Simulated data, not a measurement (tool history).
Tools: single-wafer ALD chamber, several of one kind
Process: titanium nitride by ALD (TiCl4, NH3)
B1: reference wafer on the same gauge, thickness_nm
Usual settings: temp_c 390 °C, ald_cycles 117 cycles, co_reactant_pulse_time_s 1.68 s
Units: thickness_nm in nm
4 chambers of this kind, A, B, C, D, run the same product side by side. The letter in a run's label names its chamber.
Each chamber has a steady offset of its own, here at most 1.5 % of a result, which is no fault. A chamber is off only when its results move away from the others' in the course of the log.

{"run": "1A", "day": 0.175, "temp_c": 390, "ald_cycles": 117, "co_reactant_pulse_time_s": 1.68, "B1": 2.1188, "thickness_nm": 2.4992}
{"run": "2D", "day": 0.346, "temp_c": 390, "ald_cycles": 117, "co_reactant_pulse_time_s": 1.68, "B1": 2.119, "thickness_nm": 2.5404}
{"run": "3C", "day": 0.554, "temp_c": 390, "ald_cycles": 117, "co_reactant_pulse_time_s": 1.68, "B1": 2.1189, "thickness_nm": 2.5345}
{"run": "4B", "day": 0.788, "temp_c": 390, "ald_cycles": 117, "co_reactant_pulse_time_s": 1.68, "B1": 2.1179, "thickness_nm": 2.5304}
{"run": "5A", "day": 0.925, "temp_c": 390, "ald_cycles": 117, "co_reactant_pulse_time_s": 1.68, "B1": 2.1182, "thickness_nm": 2.4991}
{"run": "6D", "day": 1.183, "temp_c": 390, "ald_cycles": 117, "co_reactant_pulse_time_s": 1.68, "B1": 2.1172, "thickness_nm": 2.5497}
{"run": "7C", "day": 1.471, "temp_c": 390, "ald_cycles": 117, "co_reactant_pulse_time_s": 1.68, "B1": 2.1159, "thickness_nm": 2.5353}
{"run": "8B", "day": 1.683, "temp_c": 400, "ald_cycles": 117, "co_reactant_pulse_time_s": 1.68, "B1": 2.115, "thickness_nm": 2.556}
{"run": "9D", "day": 1.858, "temp_c": 400, "ald_cycles": 117, "co_reactant_pulse_time_s": 1.68, "B1": 2.1147, "thickness_nm": 2.5647}
{"run": "10B", "day": 2.033, "temp_c": 400, "ald_cycles": 117, "co_reactant_pulse_time_s": 1.68, "B1": 2.1147, "thickness_nm": 2.5445}
{"run": "11A", "day": 2.271, "temp_c": 400, "ald_cycles": 117, "co_reactant_pulse_time_s": 1.68, "B1": 2.115, "thickness_nm": 2.5295}
{"run": "12C", "day": 2.45, "temp_c": 390, "ald_cycles": 117, "co_reactant_pulse_time_s": 1.68, "B1": 2.1134, "thickness_nm": 2.5327}
{"run": "13D", "day": 2.617, "temp_c": 398, "ald_cycles": 117, "co_reactant_pulse_time_s": 1.29, "B1": 2.1134, "thickness_nm": 2.5277}
{"run": "14B", "day": 2.888, "temp_c": 398, "ald_cycles": 117, "co_reactant_pulse_time_s": 1.29, "B1": 2.1121, "thickness_nm": 2.5091}
{"run": "15C", "day": 3.188, "temp_c": 398, "ald_cycles": 117, "co_reactant_pulse_time_s": 1.29, "B1": 2.1118, "thickness_nm": 2.5195}
{"run": "16A", "day": 3.358, "temp_c": 398, "ald_cycles": 117, "co_reactant_pulse_time_s": 1.29, "B1": 2.1109, "thickness_nm": 2.48}
{"run": "17B", "day": 3.508, "temp_c": 390, "ald_cycles": 117, "co_reactant_pulse_time_s": 1.68, "B1": 2.1108, "thickness_nm": 2.51}
{"run": "18C", "day": 3.675, "temp_c": 390, "ald_cycles": 117, "co_reactant_pulse_time_s": 1.68, "B1": 2.1105, "thickness_nm": 2.5279}
{"run": "19D", "day": 3.825, "temp_c": 390, "ald_cycles": 117, "co_reactant_pulse_time_s": 1.68, "B1": 2.1104, "thickness_nm": 2.5389}
{"run": "20A", "day": 4.004, "temp_c": 390, "ald_cycles": 117, "co_reactant_pulse_time_s": 1.68, "B1": 2.1098, "thickness_nm": 2.4909}
{"run": "21B", "day": 4.212, "temp_c": 390, "ald_cycles": 97, "co_reactant_pulse_time_s": 1.68, "B1": 2.1081, "thickness_nm": 2.0904}
{"run": "22A", "day": 4.446, "temp_c": 390, "ald_cycles": 97, "co_reactant_pulse_time_s": 1.68, "B1": 2.1094, "thickness_nm": 2.0653}
{"run": "23D", "day": 4.725, "temp_c": 390, "ald_cycles": 97, "co_reactant_pulse_time_s": 1.68, "B1": 2.1077, "thickness_nm": 2.1005}
{"run": "24C", "day": 5.029, "temp_c": 390, "ald_cycles": 97, "co_reactant_pulse_time_s": 1.68, "B1": 2.1069, "thickness_nm": 2.0882}
{"run": "25A", "day": 5.304, "temp_c": 390, "ald_cycles": 117, "co_reactant_pulse_time_s": 1.68, "B1": 2.1053, "thickness_nm": 2.4888}

All 4 chambers run these settings next. Forecast each chamber's results:
{"run": "26A", "day": 5.521, "temp_c": 390, "ald_cycles": 117, "co_reactant_pulse_time_s": 1.68, "thickness_nm": "?"}
{"run": "26B", "day": 5.521, "temp_c": 390, "ald_cycles": 117, "co_reactant_pulse_time_s": 1.68, "thickness_nm": "?"}
{"run": "26C", "day": 5.521, "temp_c": 390, "ald_cycles": 117, "co_reactant_pulse_time_s": 1.68, "thickness_nm": "?"}
{"run": "26D", "day": 5.521, "temp_c": 390, "ald_cycles": 117, "co_reactant_pulse_time_s": 1.68, "thickness_nm": "?"}

run=26A thickness_nm=2.4943
run=26B thickness_nm=2.5035
run=26C thickness_nm=2.5298
run=26D thickness_nm=2.5279
